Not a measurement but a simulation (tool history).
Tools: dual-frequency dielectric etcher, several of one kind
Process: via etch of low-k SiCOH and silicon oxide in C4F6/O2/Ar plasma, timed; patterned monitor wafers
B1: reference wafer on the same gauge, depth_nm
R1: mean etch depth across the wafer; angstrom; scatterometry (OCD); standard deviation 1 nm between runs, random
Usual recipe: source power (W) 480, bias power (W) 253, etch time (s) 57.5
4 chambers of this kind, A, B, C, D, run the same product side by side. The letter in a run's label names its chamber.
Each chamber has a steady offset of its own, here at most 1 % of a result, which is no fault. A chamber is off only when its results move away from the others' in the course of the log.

Run 1D, hour 4.0: usual settings; B1 147.88. Result: R1 1794.7 angstrom.
Run 2A, hour 7.5: usual settings; B1 148.07. Result: R1 1792.2 angstrom.
Run 3C, hour 10.0: usual settings; B1 148.13. Result: R1 1785.3 angstrom.
Run 4B, hour 13.3: usual settings; B1 147.66. Result: R1 1799.8 angstrom.
Run 5D, hour 17.1: usual settings; B1 148.03. Result: R1 1797.3 angstrom.
At hour 18.7: chamber C: wet clean of the chamber.
Run 6B, hour 20.4: usual settings; B1 148.06. Result: R1 1804.0 angstrom.
Run 7A, hour 25.0: usual settings; B1 147.99. Result: R1 1776.0 angstrom.
Run 8C, hour 28.6: usual settings; B1 147.87. Result: R1 1802.1 angstrom.
Run 9D, hour 32.5: usual settings; B1 147.87. Result: R1 1795.0 angstrom.
Run 10B, hour 35.3: usual settings; B1 147.89. Result: R1 1817.7 angstrom.
Run 11A, hour 40.1: usual settings; B1 148.00. Result: R1 1796.6 angstrom.
Run 12C, hour 42.8: usual settings; B1 147.94. Result: R1 1776.5 angstrom.
Run 13A, hour 47.6: usual settings; B1 147.94. Result: R1 1765.0 angstrom.
Run 14B, hour 52.4: usual settings; B1 148.15. Result: R1 1785.4 angstrom.
Run 15C, hour 55.0: usual settings; B1 147.91. Result: R1 1787.2 angstrom.
At hour 59.0: chamber B: wet clean of the chamber.
Run 16D, hour 59.6: usual settings; B1 147.76. Result: R1 1819.9 angstrom.
Run 17D, hour 62.7: usual settings; B1 147.91. Result: R1 1807.5 angstrom.
Run 18C, hour 67.0: usual settings but source power (W) 430; B1 148.03. Result: R1 1715.6 angstrom.
Run 19B, hour 71.9: usual settings but source power (W) 430; B1 148.06. Result: R1 1749.7 angstrom.
Run 20A, hour 75.3: usual settings but source power (W) 430; B1 148.07. Result: R1 1713.5 angstrom.
Run 21B, hour 78.0: usual settings but source power (W) 430; B1 148.18. Result: R1 1731.5 angstrom.
Run 22C, hour 82.7: usual settings; B1 147.94. Result: R1 1782.1 angstrom.
Run 23D, hour 87.6: usual settings; B1 148.04. Result: R1 1821.5 angstrom.
Run 24A, hour 90.1: usual settings; B1 148.04. Result: R1 1763.2 angstrom.
Run 25B, hour 94.0: usual settings; B1 148.23. Result: R1 1798.3 angstrom.
Run 26C, hour 98.5: usual settings but etch time (s) 64.5; B1 148.18. Result: R1 1999.4 angstrom.
Run 27D, hour 101.3: usual settings but etch time (s) 64.5; B1 148.01. Result: R1 2019.9 angstrom.
Run 28A, hour 105.5: usual settings but etch time (s) 64.5; B1 148.14. Result: R1 1959.1 angstrom.
Run 29C, hour 109.9: usual settings but etch time (s) 64.5; B1 147.99. Result: R1 2006.7 angstrom.
Run 30D, hour 114.2: usual settings; B1 147.90. Result: R1 1810.4 angstrom.
Run 31A, hour 119.4: usual settings but source power (W) 600, bias power (W) 214; B1 148.12. Result: R1 1788.7 angstrom.
Run 32B, hour 122.9: usual settings but source power (W) 600, bias power (W) 214; B1 148.07. Result: R1 1869.0 angstrom.
Run 33A, hour 126.3: usual settings but source power (W) 600, bias power (W) 214; B1 148.01. Result: R1 1758.0 angstrom.
Run 34C, hour 129.1: usual settings but source power (W) 600, bias power (W) 214; B1 147.87. Result: R1 1849.1 angstrom.
Run 35B, hour 134.0: usual settings; B1 148.26. Result: R1 1807.4 angstrom.
Run 36D, hour 137.3: usual settings; B1 147.77. Result: R1 1798.7 angstrom.
Run 37C, hour 142.5: usual settings but bias power (W) 306, etch time (s) 41.0; B1 147.94. Result: R1 1363.0 angstrom.
Run 38D, hour 146.3: usual settings but bias power (W) 306, etch time (s) 41.0; B1 147.89. Result: R1 1370.3 angstrom.

Has any chamber moved away from the others, gradually or after a service, or does the common gauge drift, or do the chambers differ only by their own small steady offsets? State the chamber and the most likely cause if one applies.

Little by little, chamber A moves away from the other chambers.
Likeliest cause: etch rate under this chamber's usual, % = 5.16.

Below are 4 candidate recipes for chamber A's next run, each the usual settings with a change, their results shown as question marks. Which of them brings A's results back in line with what the other chambers give on the usual settings?
In-line tolerance around the mean of the other chambers on the usual settings: R1 36.0 angstrom
Run 39A-1, hour 150.1: usual settings but etch time (s) 59.0. Result: R1 ?.
Run 39A-2, hour 150.1: usual settings but source power (W) 470, bias power (W) 250, etch time (s) 54.5. Result: R1 ?.
Run 39A-3, hour 150.1: usual settings but bias power (W) 252, etch time (s) 56.5. Result: R1 ?.
Run 39A-4, hour 150.1: usual settings but bias power (W) 299. Result: R1 ?.

Mean of the other chambers on the usual settings: R1 1800.2 angstrom
  run      R1
39A-1  1736.2
39A-2  1584.7
39A-3  1660.5
39A-4  1791.1
39A-4 brings the chamber back in line.

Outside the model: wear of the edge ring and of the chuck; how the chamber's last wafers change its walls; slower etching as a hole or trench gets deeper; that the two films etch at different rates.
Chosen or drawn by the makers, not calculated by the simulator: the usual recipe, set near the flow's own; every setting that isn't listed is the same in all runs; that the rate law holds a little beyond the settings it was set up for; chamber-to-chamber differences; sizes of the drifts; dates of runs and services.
